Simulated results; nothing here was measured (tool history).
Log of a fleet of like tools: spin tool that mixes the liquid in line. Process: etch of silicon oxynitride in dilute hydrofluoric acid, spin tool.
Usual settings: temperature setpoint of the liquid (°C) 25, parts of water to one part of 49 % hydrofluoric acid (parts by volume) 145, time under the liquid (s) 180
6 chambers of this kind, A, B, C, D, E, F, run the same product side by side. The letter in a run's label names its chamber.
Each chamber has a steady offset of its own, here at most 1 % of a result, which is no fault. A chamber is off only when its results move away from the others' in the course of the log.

run,hour,temperature setpoint of the liquid (°C),parts of water to one part of 49 % hydrofluoric acid (parts by volume),time under the liquid (s),hours since the thermometer was replaced,hours since the hydrofluoric acid flow meter was replaced,"read-back film thickness of the silicon oxynitride reference wafer, read on the same gauge (nm)",thickness taken off the silicon oxynitride on a monitor wafer (angstrom)
1A,16.1,25,145,180,1085.6,220.4,110,25.332
# hour 19.5: chamber D: hydrofluoric acid flow meter replaced
2F,24.1,25,145,180,885.2,364.8,109.99,25.136
3E,34.4,25,145,180,159.4,1660.6,109.99,25.317
4C,41.8,25,145,180,655.8,123,109.99,25.617
5B,50.5,25,145,180,1305.4,399,110,25.767
6D,66.2,25,145,180,538.3,46.8,109.99,25.853
7B,74.4,25,145,180,1329.3,422.9,110.01,25.378
8D,86.2,25,145,180,558.3,66.8,110.01,25.68
9A,100.5,25,145,180,1170,304.8,110,25.337
10E,109.9,25,145,180,234.9,1736.1,109.99,25.153
11F,124.3,25,105,180,985.4,465,110.01,35.682
12C,134.5,25,105,180,748.5,215.7,110,37.239
13B,144.2,25,105,180,1399.1,492.7,110.01,37.628
14F,151.4,25,105,180,1012.5,492.1,110,36.454
15E,167.4,25,105,180,292.4,1793.6,109.99,36.346
16A,177.4,25,105,180,1246.9,381.7,110,35.611
17D,189.3,25,145,180,661.4,169.9,109.99,25.837
# hour 197: chamber A: hydrofluoric acid flow meter replaced
18C,204.1,25,145,180,818.1,285.3,110,25.197
19E,216.4,25,145,180,341.4,1842.6,110.01,25.161
20B,228.4,25,145,240,1483.3,576.9,110,35.669
21D,241.4,25,145,240,713.5,222,110,34.264
22C,257.5,25,145,240,871.5,338.7,110,34.515
23F,266.9,25,145,240,1128,607.6,110,33.834
24A,274.3,25,145,240,1343.8,77.4,110.01,34.414
25D,289.1,25,145,240,761.2,269.7,109.99,34.093
26B,303.4,25,145,180,1558.3,651.9,110,27.4
27A,310.5,25,145,180,1380,113.6,109.99,25.663
28F,321.3,25,145,180,1182.4,662,110,25.829
29E,328.8,25,145,180,453.8,1955,110.03,25.787
30C,345,25,145,180,959,426.2,110,25.874
31A,354.3,25,145,180,1423.8,157.4,110,25.254
32C,369,25,145,180,983,450.2,110,26.03
33E,384.9,25,145,180,509.9,2011.1,110.02,25.495
34D,395,21.5,145,215,867.1,375.6,110.01,26.091
35F,408.6,21.5,145,215,1269.7,749.3,110,25.677
36B,419.2,21.5,145,215,1674.1,767.7,110,28.369
37C,428,21.5,145,215,1042,509.2,110.01,25.584
# hour 432.9: chamber E: hydrofluoric acid flow meter replaced
38B,444.2,21.5,145,215,1699.1,792.7,109.99,28.451
39A,452.8,21.5,145,215,1522.3,255.9,109.99,25.499
40E,469.1,25,145,180,594.1,36.3,109.99,25.53
41F,481.7,30,145,180,1342.8,822.4,110.01,31.956

What goes on in this fleet: one chamber off, a drifting gauge, or nothing beyond the chambers' own small offsets? Name the chamber and the cause, if any.

Chamber B drifts away from the others.
Cause: liquid hotter than its thermometer reads (K) = 2.09.
The log may not tell that from: hydrofluoric acid flow above the setpoint (%).

Here are 4 candidates for chamber B's next run, each the usual settings with a change, their results left as question marks. Which one brings its results back in line with what the others give on the usual settings?
In line means no further than this from the other chambers' mean on the usual settings: thickness taken off the silicon oxynitride on a monitor wafer (angstrom) 1
42B-1,493.5,25.5,135,180,,,,?
42B-2,493.5,25.5,145,180,,,,?
42B-3,493.5,24.5,145,180,,,,?
42B-4,493.5,25,150,170,,,,?

The other chambers' mean on the usual settings: thickness taken off the silicon oxynitride on a monitor wafer (angstrom) 25.618
run,thickness taken off the silicon oxynitride on a monitor wafer (angstrom)
42B-1,31.351
42B-2,28.891
42B-3,27.642
42B-4,25.668
42B-4 brings the chamber back in line.

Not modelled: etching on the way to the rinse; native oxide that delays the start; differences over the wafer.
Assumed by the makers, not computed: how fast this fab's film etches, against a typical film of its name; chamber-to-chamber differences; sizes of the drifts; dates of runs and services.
